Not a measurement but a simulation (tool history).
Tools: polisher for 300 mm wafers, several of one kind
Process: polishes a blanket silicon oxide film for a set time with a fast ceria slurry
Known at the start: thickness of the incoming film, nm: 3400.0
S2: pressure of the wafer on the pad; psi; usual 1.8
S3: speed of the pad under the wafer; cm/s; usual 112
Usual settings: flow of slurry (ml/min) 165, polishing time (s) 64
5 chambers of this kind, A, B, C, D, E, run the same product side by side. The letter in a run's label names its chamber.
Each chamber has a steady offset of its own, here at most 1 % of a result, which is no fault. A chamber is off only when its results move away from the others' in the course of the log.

Run 1A, day 0.492: usual settings. Result: film removed (Å) 6205.6.
At day 0.608: chamber B: worn pad replaced by a new one.
At day 0.788: chamber D: worn pad replaced by a new one.
Run 2C, day 0.996: usual settings. Result: film removed (Å) 6223.7.
At day 1.212: chamber E: worn pad replaced by a new one.
Run 3B, day 1.367: usual settings. Result: film removed (Å) 6144.2.
At day 1.4: chamber B: slurry nozzle cleaned.
At day 1.721: chamber C: worn pad replaced by a new one.
Run 4D, day 1.912: usual settings. Result: film removed (Å) 6064.9.
Run 5E, day 2.325: usual settings. Result: film removed (Å) 6179.7.
Run 6A, day 2.812: usual settings. Result: film removed (Å) 6219.1.
At day 2.842: chamber A: worn pad replaced by a new one.
Run 7B, day 3.429: usual settings. Result: film removed (Å) 6131.8.
Run 8D, day 3.954: usual settings. Result: film removed (Å) 6238.
Run 9C, day 4.383: usual settings. Result: film removed (Å) 6136.2.
At day 4.717: chamber E: worn pad replaced by a new one.
Run 10E, day 5.05: usual settings. Result: film removed (Å) 6147.4.
Run 11D, day 5.375: usual settings. Result: film removed (Å) 6120.8.
At day 5.575: chamber B: worn pad replaced by a new one.
At day 5.642: chamber D: worn pad replaced by a new one.
At day 5.671: chamber C: worn pad replaced by a new one.
Run 12C, day 5.988: usual settings. Result: film removed (Å) 6136.5.
At day 6.533: chamber D: head pressure recalibrated.
Run 13E, day 6.542: usual settings. Result: film removed (Å) 6091.3.
At day 6.7: chamber A: worn pad replaced by a new one.
Run 14B, day 7.079: usual settings. Result: film removed (Å) 6101.9.
Run 15A, day 7.712: usual settings but S3 100 cm/s. Result: film removed (Å) 5430.1.
At day 8.242: chamber E: worn pad replaced by a new one.
Run 16B, day 8.304: usual settings but S3 100 cm/s. Result: film removed (Å) 5400.9.
Run 17A, day 8.638: usual settings but S3 100 cm/s. Result: film removed (Å) 5441.8.
Run 18D, day 9.212: usual settings but S3 100 cm/s. Result: film removed (Å) 6133.4.
At day 9.262: chamber C: worn pad replaced by a new one.
Run 19E, day 9.783: usual settings but S3 100 cm/s. Result: film removed (Å) 5507.1.
Run 20C, day 10.183: usual settings. Result: film removed (Å) 6180.3.
Run 21A, day 10.65: usual settings. Result: film removed (Å) 6133.
At day 10.725: chamber A: worn pad replaced by a new one.
At day 10.996: chamber D: worn pad replaced by a new one.
Run 22C, day 11.071: usual settings. Result: film removed (Å) 6106.8.
At day 11.146: chamber B: worn pad replaced by a new one.
Run 23B, day 11.65: usual settings. Result: film removed (Å) 6146.5.
At day 11.696: chamber E: worn pad replaced by a new one.
At day 11.8: chamber C: slurry nozzle cleaned.
At day 12.138: chamber A: slurry nozzle cleaned.
Run 24E, day 12.175: usual settings. Result: film removed (Å) 6267.9.
Run 25D, day 12.596: usual settings. Result: film removed (Å) 6925.5.
Run 26E, day 13.021: usual settings. Result: film removed (Å) 6145.5.
Run 27B, day 13.388: usual settings but flow of slurry (ml/min) 215, polishing time (s) 43. Result: film removed (Å) 4301.6.
At day 13.438: chamber C: worn pad replaced by a new one.
Run 28C, day 14.008: usual settings but flow of slurry (ml/min) 215, polishing time (s) 43. Result: film removed (Å) 4243.7.
At day 14.067: chamber A: worn pad replaced by a new one.
Run 29D, day 14.692: usual settings but flow of slurry (ml/min) 215, polishing time (s) 43. Result: film removed (Å) 4713.7.
At day 14.708: chamber A: head pressure recalibrated.
At day 14.912: chamber D: slurry nozzle cleaned.
At day 15.25: chamber C: head pressure recalibrated.
Run 30A, day 15.258: usual settings but flow of slurry (ml/min) 215, polishing time (s) 43. Result: film removed (Å) 4257.3.
At day 15.342: chamber D: worn pad replaced by a new one.
At day 15.592: chamber E: worn pad replaced by a new one.
Run 31E, day 15.662: usual settings but flow of slurry (ml/min) 215, polishing time (s) 43. Result: film removed (Å) 4290.
Run 32B, day 16.004: usual settings. Result: film removed (Å) 6140.8.
At day 16.4: chamber B: worn pad replaced by a new one.
Run 33C, day 16.412: usual settings. Result: film removed (Å) 6179.1.
Run 34D, day 16.892: usual settings. Result: film removed (Å) 6774.8.
Run 35A, day 17.292: usual settings. Result: film removed (Å) 6138.
At day 17.325: chamber C: worn pad replaced by a new one.
Run 36C, day 17.758: usual settings. Result: film removed (Å) 6162.1.
Run 37D, day 18.438: usual settings. Result: film removed (Å) 6768.8.
At day 18.65: chamber B: slurry nozzle cleaned.
Run 38B, day 18.825: usual settings. Result: film removed (Å) 6299.9.

Is one chamber off against the others, does the gauge drift, or is nothing wrong? If a chamber is off, say which, and what the likeliest cause is.

A service left chamber D off against the others.
Cause: head's pressure above its setpoint, % = 11.7.

Here are 4 candidates for chamber D's next run, each the usual settings with a change, their results left as question marks. Which one brings its results back in line with what the others give on the usual settings?
In line means no further than this from the other chambers' mean on the usual settings: film removed (Å) 200
Run 39D-1, day 19.312: usual settings but S2 1.7 psi, S3 104 cm/s, polishing time (s) 59. Result: film removed (Å) ?.
Run 39D-2, day 19.312: usual settings but S3 102 cm/s. Result: film removed (Å) ?.
Run 39D-3, day 19.312: usual settings but S2 1.9 psi, S3 122 cm/s, polishing time (s) 69. Result: film removed (Å) ?.
Run 39D-4, day 19.312: usual settings but S2 1.9 psi, S3 118 cm/s. Result: film removed (Å) ?.

The other chambers' mean on the usual settings: film removed (Å) 6167.2
  run  film removed (Å)
39D-1            5516.5
39D-2            6211.3
39D-3            8464.1
39D-4            7591.6
39D-2 brings the chamber back in line.

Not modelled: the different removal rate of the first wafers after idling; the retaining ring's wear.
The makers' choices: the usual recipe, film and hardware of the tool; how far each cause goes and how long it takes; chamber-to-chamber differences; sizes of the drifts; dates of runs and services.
